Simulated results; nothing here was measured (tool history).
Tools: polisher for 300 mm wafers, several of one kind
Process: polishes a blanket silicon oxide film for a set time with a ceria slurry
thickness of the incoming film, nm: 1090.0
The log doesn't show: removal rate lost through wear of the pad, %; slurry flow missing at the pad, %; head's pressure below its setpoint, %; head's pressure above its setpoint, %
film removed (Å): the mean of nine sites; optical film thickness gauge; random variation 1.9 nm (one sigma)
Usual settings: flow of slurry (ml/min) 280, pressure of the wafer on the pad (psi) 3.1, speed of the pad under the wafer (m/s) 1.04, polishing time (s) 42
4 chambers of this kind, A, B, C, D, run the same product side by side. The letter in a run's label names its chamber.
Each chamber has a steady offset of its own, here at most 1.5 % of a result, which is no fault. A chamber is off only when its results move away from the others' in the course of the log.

run	hour	flow of slurry (ml/min)	pressure of the wafer on the pad (psi)	speed of the pad under the wafer (m/s)	polishing time (s)	wafers polished on this pad	hours since the slurry nozzle was cleaned	hours since the head pressure was calibrated	film removed (Å)
1A	11.5	280	3.1	1.04	42	631	486.4	114.9	2202.2
2D	18.3	280	3.1	1.04	42	704	117.2	149.5	2207.7
# hour 21.1: chamber C: worn pad replaced by a new one
# hour 27: chamber A: worn pad replaced by a new one
3B	30.7	280	3.1	1.04	42	546	170.1	170.2	2154.9
4C	40.1	280	3.1	1.04	42	267	51.2	1181.8	2167.8
# hour 42.2: chamber D: worn pad replaced by a new one
5B	49.8	280	3.1	1.04	42	814	189.2	189.3	2148.3
6C	62	280	3.1	1.04	42	575	73.1	1203.7	2161.5
7D	75.1	280	3.1	1.04	42	463	174	206.3	2217.9
# hour 80.9: chamber C: worn pad replaced by a new one
# hour 82.8: chamber B: worn pad replaced by a new one
8A	82.9	280	3.1	1.04	42	786	557.8	186.3	2184
# hour 93.4: chamber A: worn pad replaced by a new one
9B	95.6	280	3.1	1.04	42	180	235	235.1	2199.9
# hour 99.3: chamber C: head pressure recalibrated
10A	102.9	230	3.1	0.86	42	134	577.8	206.3	1751.9
11D	113.1	230	3.1	0.86	42	997	212	244.3	1823
12C	120.1	230	3.1	0.86	42	552	131.2	20.9	1772.6
13C	127.5	230	3.1	0.86	42	656	138.6	28.3	1777.6
# hour 135.3: chamber D: worn pad replaced by a new one
14D	136.8	280	2.1	0.74	42	21	235.7	268	1070.1
# hour 138.8: chamber C: worn pad replaced by a new one
15B	149.2	280	2.1	0.74	42	933	288.6	288.7	1050
# hour 153.8: chamber A: worn pad replaced by a new one
16A	160.9	280	2.1	0.74	42	100	635.8	264.3	1016
# hour 167.3: chamber B: worn pad replaced by a new one
17B	171.7	280	2.1	0.74	42	63	311.1	311.2	1054.7
18C	185	280	3.1	1.04	42	649	196.1	85.8	2174
# hour 193: chamber C: slurry nozzle cleaned
19A	195	280	3.1	1.04	42	579	669.9	298.4	2066.6
# hour 205.3: chamber B: slurry nozzle cleaned
# hour 206: chamber C: worn pad replaced by a new one
20D	207.5	280	3.1	1.04	42	1015	306.4	338.7	2208.9
# hour 210.1: chamber A: worn pad replaced by a new one
# hour 211.5: chamber D: worn pad replaced by a new one
21A	218	280	3.1	1.04	42	111	692.9	321.4	2059.7
22B	231.1	280	3.1	1.04	42	897	25.9	370.6	2197.4
23C	243.5	280	3.1	1.04	42	528	50.6	144.3	2145
# hour 254.1: chamber B: worn pad replaced by a new one
24D	254.5	280	3.1	1.04	42	604	353.4	385.7	2213
# hour 255.9: chamber C: worn pad replaced by a new one
25D	265.9	280	3.1	1.04	42	764	364.8	397.1	2193
# hour 269: chamber A: worn pad replaced by a new one
26C	274	280	3.1	1.04	42	255	81.1	174.8	2204.7
27B	281.1	280	3.1	1.04	42	379	75.9	420.6	2199.8
# hour 282.3: chamber A: slurry nozzle cleaned
28A	292.4	280	3.1	1.04	42	329	10.2	395.8	1933.7

What goes on in this fleet: one chamber off, a drifting gauge, or nothing beyond the chambers' own small offsets? Name the chamber and the cause, if any.

Chamber A drifts away from the others.
Cause: head's pressure below its setpoint, % = 9.91.

Here are 4 candidates for chamber A's next run, each the usual settings with a change, their results left as question marks. Which one brings its results back in line with what the others give on the usual settings?
In line means no further than this from the other chambers' mean on the usual settings: film removed (Å) 65
29A-1	302.3	280	3.1	1.16	42				?
29A-2	302.3	280	3.1	0.98	42				?
29A-3	302.3	280	3.1	1.08	43				?
29A-4	302.3	280	3.1	0.98	40				?

The other chambers' mean on the usual settings: film removed (Å) 2189.3
run	film removed (Å)
29A-1	2202.6
29A-2	1865.4
29A-3	2101.6
29A-4	1776.6
29A-1 brings the chamber back in line.
